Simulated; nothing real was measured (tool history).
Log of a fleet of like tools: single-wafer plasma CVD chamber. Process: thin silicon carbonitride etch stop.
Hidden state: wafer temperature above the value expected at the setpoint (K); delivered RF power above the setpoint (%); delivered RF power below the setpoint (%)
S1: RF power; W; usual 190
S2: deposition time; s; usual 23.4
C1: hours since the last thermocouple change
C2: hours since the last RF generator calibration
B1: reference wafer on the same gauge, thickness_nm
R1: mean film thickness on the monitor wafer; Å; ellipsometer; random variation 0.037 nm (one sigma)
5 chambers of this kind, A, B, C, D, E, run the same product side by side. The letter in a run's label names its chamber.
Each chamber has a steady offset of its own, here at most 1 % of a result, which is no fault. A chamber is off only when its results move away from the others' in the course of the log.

| run | hour | S1 | S2 | C1 | C2 | B1 | R1 |
|---|---|---|---|---|---|---|---|
| 1C | 10.4 | 190 | 23.4 | 571.8 | 1479.8 | 10.999 | 131.21 |
| 2E | 17.8 | 190 | 23.4 | 1634.8 | 974.3 | 10.993 | 131.14 |
| 3D | 28.0 | 190 | 23.4 | 217.1 | 1178.6 | 10.999 | 130.44 |
| 4B | 37.5 | 190 | 23.4 | 1442.0 | 526.8 | 11.000 | 130.18 |
| 5A | 42.5 | 190 | 23.4 | 1222.5 | 1593.7 | 10.997 | 131.18 |
| 6A | 52.1 | 190 | 23.4 | 1232.1 | 1603.3 | 10.997 | 131.51 |
| 7E | 57.7 | 190 | 23.4 | 1674.7 | 1014.2 | 10.997 | 130.81 |
| 8C | 64.5 | 170 | 23.4 | 625.9 | 1533.9 | 10.998 | 126.47 |
|  | 71.4 | chamber A: RF generator calibrated |
| 9B | 72.0 | 170 | 23.4 | 1476.5 | 561.3 | 10.998 | 125.68 |
| 10D | 80.0 | 170 | 23.4 | 269.1 | 1230.6 | 11.002 | 126.07 |
| 11B | 90.0 | 170 | 23.4 | 1494.5 | 579.3 | 10.995 | 125.96 |
| 12C | 100.9 | 170 | 23.4 | 662.3 | 1570.3 | 10.999 | 126.81 |
| 13D | 109.7 | 190 | 25.1 | 298.8 | 1260.3 | 10.997 | 140.00 |
| 14A | 119.2 | 190 | 25.1 | 1299.2 | 47.8 | 11.000 | 141.16 |
| 15E | 124.7 | 190 | 25.1 | 1741.7 | 1081.2 | 10.992 | 140.54 |
| 16C | 130.1 | 190 | 25.1 | 691.5 | 1599.5 | 11.011 | 141.01 |
| 17D | 138.6 | 190 | 25.1 | 327.7 | 1289.2 | 11.003 | 139.61 |
| 18A | 145.7 | 190 | 23.4 | 1325.7 | 74.3 | 11.000 | 131.63 |
| 19B | 153.2 | 190 | 23.4 | 1557.7 | 642.5 | 10.999 | 128.87 |
| 20E | 160.9 | 190 | 23.4 | 1777.9 | 1117.4 | 11.002 | 130.92 |
| 21B | 171.5 | 190 | 23.4 | 1576.0 | 660.8 | 10.997 | 129.21 |
| 22D | 177.2 | 190 | 23.4 | 366.3 | 1327.8 | 11.001 | 130.49 |
|  | 186.6 | chamber C: RF generator calibrated |
| 23A | 188.3 | 190 | 23.4 | 1368.3 | 116.9 | 11.006 | 131.36 |
| 24E | 197.6 | 190 | 23.4 | 1814.6 | 1154.1 | 11.000 | 131.17 |
| 25C | 204.2 | 160 | 25.0 | 765.6 | 17.6 | 10.999 | 133.37 |
|  | 207.7 | chamber B: thermocouple changed; heater temperature recalibrated |
| 26D | 215.2 | 160 | 25.0 | 404.3 | 1365.8 | 10.998 | 132.49 |
| 27A | 222.3 | 160 | 25.0 | 1402.3 | 150.9 | 11.000 | 133.31 |
| 28B | 230.4 | 160 | 25.0 | 22.7 | 719.7 | 11.002 | 130.75 |
| 29E | 237.6 | 160 | 25.0 | 1854.6 | 1194.1 | 10.995 | 133.27 |
| 30C | 247.8 | 190 | 23.4 | 809.2 | 61.2 | 10.999 | 131.51 |
| 31D | 256.4 | 190 | 23.4 | 445.5 | 1407.0 | 11.000 | 130.81 |
| 32B | 265.0 | 190 | 23.4 | 57.3 | 754.3 | 11.007 | 128.95 |

All 5 chambers run these settings next. Forecast each chamber's results:
| 33A | 273.0 | 190 | 18.8 |  |  |  | ? |
| 33B | 273.0 | 190 | 18.8 |  |  |  | ? |
| 33C | 273.0 | 190 | 18.8 |  |  |  | ? |
| 33D | 273.0 | 190 | 18.8 |  |  |  | ? |
| 33E | 273.0 | 190 | 18.8 |  |  |  | ? |

| run | R1 |
|---|---|
| 33A | 105.58 |
| 33B | 102.64 |
| 33C | 104.95 |
| 33D | 104.79 |
| 33E | 105.39 |

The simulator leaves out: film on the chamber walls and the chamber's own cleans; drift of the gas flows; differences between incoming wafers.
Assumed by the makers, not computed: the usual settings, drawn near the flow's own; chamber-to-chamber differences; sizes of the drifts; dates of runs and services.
